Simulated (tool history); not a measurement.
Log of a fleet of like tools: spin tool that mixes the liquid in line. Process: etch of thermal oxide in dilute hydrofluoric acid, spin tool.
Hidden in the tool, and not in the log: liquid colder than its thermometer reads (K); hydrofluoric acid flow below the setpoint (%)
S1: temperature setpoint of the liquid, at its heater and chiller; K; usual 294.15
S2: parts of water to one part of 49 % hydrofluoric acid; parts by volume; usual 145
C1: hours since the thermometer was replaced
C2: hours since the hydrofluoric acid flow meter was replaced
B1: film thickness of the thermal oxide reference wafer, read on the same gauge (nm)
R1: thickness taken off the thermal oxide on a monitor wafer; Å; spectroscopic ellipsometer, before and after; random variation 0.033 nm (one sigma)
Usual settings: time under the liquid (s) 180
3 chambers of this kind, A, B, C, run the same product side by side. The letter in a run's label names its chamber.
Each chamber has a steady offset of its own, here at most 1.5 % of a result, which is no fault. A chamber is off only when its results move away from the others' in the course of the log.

run 1B day=0.442 | S1=294.15 S2=145 time_under_the_liquid_(s)=180 | C1=619.1 C2=268.4 | B1=130 | R1=46.345
run 2C day=0.812 | S1=294.15 S2=145 time_under_the_liquid_(s)=180 | C1=615.6 C2=483 | B1=130 | R1=46.847
run 3A day=1.288 | S1=294.15 S2=145 time_under_the_liquid_(s)=180 | C1=1579.7 C2=1165.2 | B1=130 | R1=48.058
-- day=1.517 chamber C: hydrofluoric acid flow meter replaced
run 4C day=1.738 | S1=294.15 S2=145 time_under_the_liquid_(s)=180 | C1=637.8 C2=5.4 | B1=130.02 | R1=47.28
run 5B day=2.275 | S1=294.15 S2=145 time_under_the_liquid_(s)=180 | C1=663.1 C2=312.4 | B1=130.03 | R1=47.073
run 6A day=2.771 | S1=294.15 S2=145 time_under_the_liquid_(s)=180 | C1=1615.3 C2=1200.8 | B1=130.07 | R1=47.595
run 7B day=3.083 | S1=294.15 S2=145 time_under_the_liquid_(s)=180 | C1=682.5 C2=331.8 | B1=129.99 | R1=46.506
run 8A day=3.354 | S1=294.15 S2=145 time_under_the_liquid_(s)=180 | C1=1629.3 C2=1214.8 | B1=130.05 | R1=47.818
run 9C day=3.679 | S1=294.15 S2=145 time_under_the_liquid_(s)=180 | C1=684.4 C2=52 | B1=129.99 | R1=47.434
run 10A day=4.046 | S1=294.15 S2=145 time_under_the_liquid_(s)=180 | C1=1645.9 C2=1231.4 | B1=130.04 | R1=47.803
run 11C day=4.638 | S1=294.15 S2=145 time_under_the_liquid_(s)=180 | C1=707.4 C2=75 | B1=129.99 | R1=47.18
run 12B day=5.15 | S1=294.15 S2=145 time_under_the_liquid_(s)=180 | C1=732.1 C2=381.4 | B1=130 | R1=46.125
run 13A day=5.696 | S1=294.15 S2=145 time_under_the_liquid_(s)=180 | C1=1685.5 C2=1271 | B1=129.95 | R1=46.945
run 14C day=6.1 | S1=294.15 S2=145 time_under_the_liquid_(s)=180 | C1=742.5 C2=110.1 | B1=129.93 | R1=46.974
run 15B day=6.6 | S1=294.15 S2=145 time_under_the_liquid_(s)=180 | C1=766.9 C2=416.2 | B1=129.99 | R1=47.029
run 16B day=6.904 | S1=294.15 S2=145 time_under_the_liquid_(s)=180 | C1=774.2 C2=423.5 | B1=130 | R1=46.389
run 17C day=7.275 | S1=294.15 S2=145 time_under_the_liquid_(s)=180 | C1=770.7 C2=138.3 | B1=130.05 | R1=46.705
run 18A day=7.846 | S1=294.15 S2=95 time_under_the_liquid_(s)=265 | C1=1737.1 C2=1322.6 | B1=129.95 | R1=112.94
run 19B day=8.133 | S1=294.15 S2=95 time_under_the_liquid_(s)=265 | C1=803.7 C2=453 | B1=130 | R1=111.97
run 20C day=8.396 | S1=294.15 S2=95 time_under_the_liquid_(s)=265 | C1=797.6 C2=165.2 | B1=130 | R1=109.15
run 21A day=8.929 | S1=294.15 S2=145 time_under_the_liquid_(s)=180 | C1=1763.1 C2=1348.6 | B1=130.05 | R1=47.047
run 22B day=9.204 | S1=290.65 S2=145 time_under_the_liquid_(s)=180 | C1=829.4 C2=478.7 | B1=130.02 | R1=40.291
run 23A day=9.75 | S1=290.65 S2=145 time_under_the_liquid_(s)=180 | C1=1782.8 C2=1368.3 | B1=130.01 | R1=40.957
run 24C day=10.292 | S1=290.65 S2=145 time_under_the_liquid_(s)=180 | C1=843.1 C2=210.7 | B1=129.99 | R1=39.931
run 25B day=10.854 | S1=294.15 S2=145 time_under_the_liquid_(s)=180 | C1=869 C2=518.3 | B1=129.97 | R1=46.924
run 26A day=11.446 | S1=294.15 S2=145 time_under_the_liquid_(s)=180 | C1=1823.5 C2=1409 | B1=130 | R1=47.004
run 27C day=11.929 | S1=291.15 S2=145 time_under_the_liquid_(s)=180 | C1=882.4 C2=250 | B1=130.02 | R1=40.454
run 28B day=12.492 | S1=291.15 S2=145 time_under_the_liquid_(s)=180 | C1=908.3 C2=557.6 | B1=129.99 | R1=40.922
run 29A day=12.783 | S1=291.15 S2=145 time_under_the_liquid_(s)=180 | C1=1855.6 C2=1441.1 | B1=129.97 | R1=41.533

Is one chamber off against the others, does the gauge drift, or is nothing wrong? If a chamber is off, say which, and what the likeliest cause is.

Chamber C drifts away from the others.
Cause: liquid colder than its thermometer reads (K) = 1.
The log may not tell that from: hydrofluoric acid flow below the setpoint (%).

Here are 4 candidates for chamber C's next run, each the usual settings with a change, their results left as question marks. Which one brings its results back in line with what the others give on the usual settings?
In line means no further than this from the other chambers' mean on the usual settings: R1 1.1 Å
run 30C-1 day=13.212 | S1=294.15 S2=140 time_under_the_liquid_(s)=185 | R1=?
run 30C-2 day=13.212 | S1=294.15 S2=145 time_under_the_liquid_(s)=185 | R1=?
run 30C-3 day=13.212 | S1=294.15 S2=150 time_under_the_liquid_(s)=175 | R1=?
run 30C-4 day=13.212 | S1=294.15 S2=150 time_under_the_liquid_(s)=180 | R1=?

The other chambers' mean on the usual settings: R1 46.962 Å
run=30C-1 R1=48.336
run=30C-2 R1=46.454
run=30C-3 R1=42.282
run=30C-4 R1=43.49
30C-2 brings the chamber back in line.

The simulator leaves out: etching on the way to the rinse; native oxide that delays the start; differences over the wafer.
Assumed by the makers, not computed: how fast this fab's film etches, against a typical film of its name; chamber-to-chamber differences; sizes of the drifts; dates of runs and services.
